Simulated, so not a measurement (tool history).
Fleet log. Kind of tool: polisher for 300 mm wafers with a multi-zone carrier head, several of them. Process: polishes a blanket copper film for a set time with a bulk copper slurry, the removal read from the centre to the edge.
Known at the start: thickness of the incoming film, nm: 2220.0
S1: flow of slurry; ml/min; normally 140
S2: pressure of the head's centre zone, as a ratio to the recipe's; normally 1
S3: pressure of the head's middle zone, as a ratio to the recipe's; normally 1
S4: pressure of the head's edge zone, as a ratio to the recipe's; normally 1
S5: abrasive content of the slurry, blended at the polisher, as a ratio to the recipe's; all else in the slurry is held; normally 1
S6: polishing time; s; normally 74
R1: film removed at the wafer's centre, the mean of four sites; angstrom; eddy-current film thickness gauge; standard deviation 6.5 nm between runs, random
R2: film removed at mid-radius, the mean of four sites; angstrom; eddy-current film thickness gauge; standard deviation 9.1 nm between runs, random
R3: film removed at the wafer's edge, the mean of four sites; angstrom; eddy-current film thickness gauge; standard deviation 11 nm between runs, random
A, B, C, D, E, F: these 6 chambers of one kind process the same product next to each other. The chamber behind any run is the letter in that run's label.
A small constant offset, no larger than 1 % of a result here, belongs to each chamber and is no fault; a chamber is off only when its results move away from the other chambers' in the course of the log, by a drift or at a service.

run	hour	S1	S2	S3	S4	S5	S6	R1	R2	R3
# hour 3: chamber F: slurry nozzle cleaned
# hour 5.6: chamber B: worn pad replaced by a new one
1A	10.7	140	1	1	1	1	74	7007.9	7093.3	6968.5
2E	18.1	140	1	1	1	1	74	7009.7	7051.7	7066.9
3C	31	140	1	1	1	1	74	7023.2	7135.6	6932.8
# hour 42: chamber A: worn pad replaced by a new one
4F	46.2	140	1	1	1	1	74	7008.6	6948.6	7077.2
# hour 49.3: chamber D: worn pad replaced by a new one
5B	57	140	1	1	1	1	74	6983.2	7254.4	6880.9
# hour 62.1: chamber B: edge zone pressure recalibrated
6D	64.3	140	1	1	1	1	74	7120.9	6956	7092.4
7D	76.4	140	1	1	1	1	74	7034	7074.7	6953.6
8C	88.5	140	1	1	1	0.9	74	6819.9	6884.8	6954.2
# hour 94.4: chamber E: worn pad replaced by a new one
9E	100.6	140	1	1	1	0.9	74	6871.5	6984.2	6889.4
10B	111.2	140	1	1	1	0.9	74	6937.8	6891.3	6861.1
11F	118.2	140	1	1	1	0.9	74	6978.6	6923.2	6989.2
12A	127.1	140	1	1	1	0.9	74	6753.9	6874.5	6827.1
# hour 129.6: chamber C: worn pad replaced by a new one
# hour 138: chamber A: centre zone pressure recalibrated
13F	142.1	140	1	1	1	0.9	74	6863.8	6838.6	7037.8
# hour 142.5: chamber B: centre zone pressure recalibrated
14B	154.8	140	1	1	1	1	74	7179.3	7151	7087.4
# hour 155: chamber D: worn pad replaced by a new one
15A	163.9	140	1	1	1	1	74	6958.4	6938.4	7040
# hour 168: chamber E: centre zone pressure recalibrated
16D	174.7	140	1	1	1	1	74	7058	7033.9	7011.9
# hour 177.9: chamber D: centre zone pressure recalibrated
# hour 180.8: chamber A: worn pad replaced by a new one
17E	184.2	140	1	1	1	1	74	7151.1	6920.7	6916.1
18C	194	140	1	1	1	1	74	7102.8	7046.2	7231
# hour 195.5: chamber B: worn pad replaced by a new one
19C	200.9	140	1	1	1	1	74	6968.9	7162.1	7026
20A	213.4	140	1	1	1	1	74	6903.3	6974.5	6991.4
# hour 224.2: chamber B: slurry nozzle cleaned
21B	227	140	1	1	1	1	74	7030.7	7099.8	7061.3
# hour 232: chamber E: worn pad replaced by a new one
22F	237.7	140	1	1	1	1	74	6898.1	6896.9	7096.7
# hour 241.4: chamber C: slurry nozzle cleaned
23E	247.4	140	0.96	1	1	0.9	74	6554	7072.2	6855.3
24D	258.9	140	0.96	1	1	0.9	74	6640.7	6981.5	7002
# hour 266.7: chamber D: worn pad replaced by a new one
# hour 268.5: chamber D: edge zone pressure recalibrated
25A	268.9	140	0.96	1	1	0.9	74	6538.1	6914.1	6909.3
# hour 278.3: chamber D: slurry nozzle cleaned
26D	281.3	140	0.96	1	1	0.9	74	6570.8	7127.8	6943.5
# hour 283.4: chamber C: edge zone pressure recalibrated
27E	293.2	140	0.96	1	1	0.9	74	6659.6	6998.4	6713.3
28B	307.5	140	0.96	1	1	0.9	74	6498.3	6878.7	6636.5
29C	320.8	140	1	1	1	1	74	7010	6970.9	7155.7
# hour 321.8: chamber A: worn pad replaced by a new one
# hour 333: chamber C: worn pad replaced by a new one
30F	335.1	140	1.05	1	1	0.85	74	6869.5	6411	6609
31E	343.3	140	1.05	1	1	0.85	74	7346.6	6725.8	6864.3
# hour 352.9: chamber D: worn pad replaced by a new one
32B	354.8	140	1.05	1	1	0.85	74	7019.3	6847.5	6804.2
# hour 356: chamber F: slurry nozzle cleaned
# hour 362.5: chamber E: worn pad replaced by a new one
33D	366.6	140	1.05	1	1	0.85	74	7278.1	6964.8	6868.2
# hour 380.3: chamber F: edge zone pressure recalibrated
34A	381	140	1.05	1	1	0.85	74	7055.2	6729.3	6876.5
35C	393.3	140	1.05	1	1	0.85	74	7144.5	6974	6769.3
36F	408.5	140	1	1	1	1	74	6761.9	6612.8	6430.7
37E	420.9	140	1	1	1	1	74	7142.5	7139.6	6900.5
38F	431.4	140	1	1	1	1	74	6636.7	6575.4	6469.4
# hour 431.6: chamber B: worn pad replaced by a new one
39B	443.5	140	1	1	1	1	74	6992.7	7115.7	7228.6
40D	456	140	0.89	1	1	1	74	6220.4	7006.5	7124.4

Predict what each chamber gives when all 6 of them run the settings below next.
41A	467.3	140	1	1	1	1	74	?	?	?
41B	467.3	140	1	1	1	1	74	?	?	?
41C	467.3	140	1	1	1	1	74	?	?	?
41D	467.3	140	1	1	1	1	74	?	?	?
41E	467.3	140	1	1	1	1	74	?	?	?
41F	467.3	140	1	1	1	1	74	?	?	?

run	R1	R2	R3
41A	6960.7	6854.7	6985.6
41B	7090.3	7089.8	6994.7
41C	6933.5	6902.7	6790.4
41D	7122.2	7054	7088.8
41E	7025.1	7095.3	7012
41F	6467.9	6442	6601.6

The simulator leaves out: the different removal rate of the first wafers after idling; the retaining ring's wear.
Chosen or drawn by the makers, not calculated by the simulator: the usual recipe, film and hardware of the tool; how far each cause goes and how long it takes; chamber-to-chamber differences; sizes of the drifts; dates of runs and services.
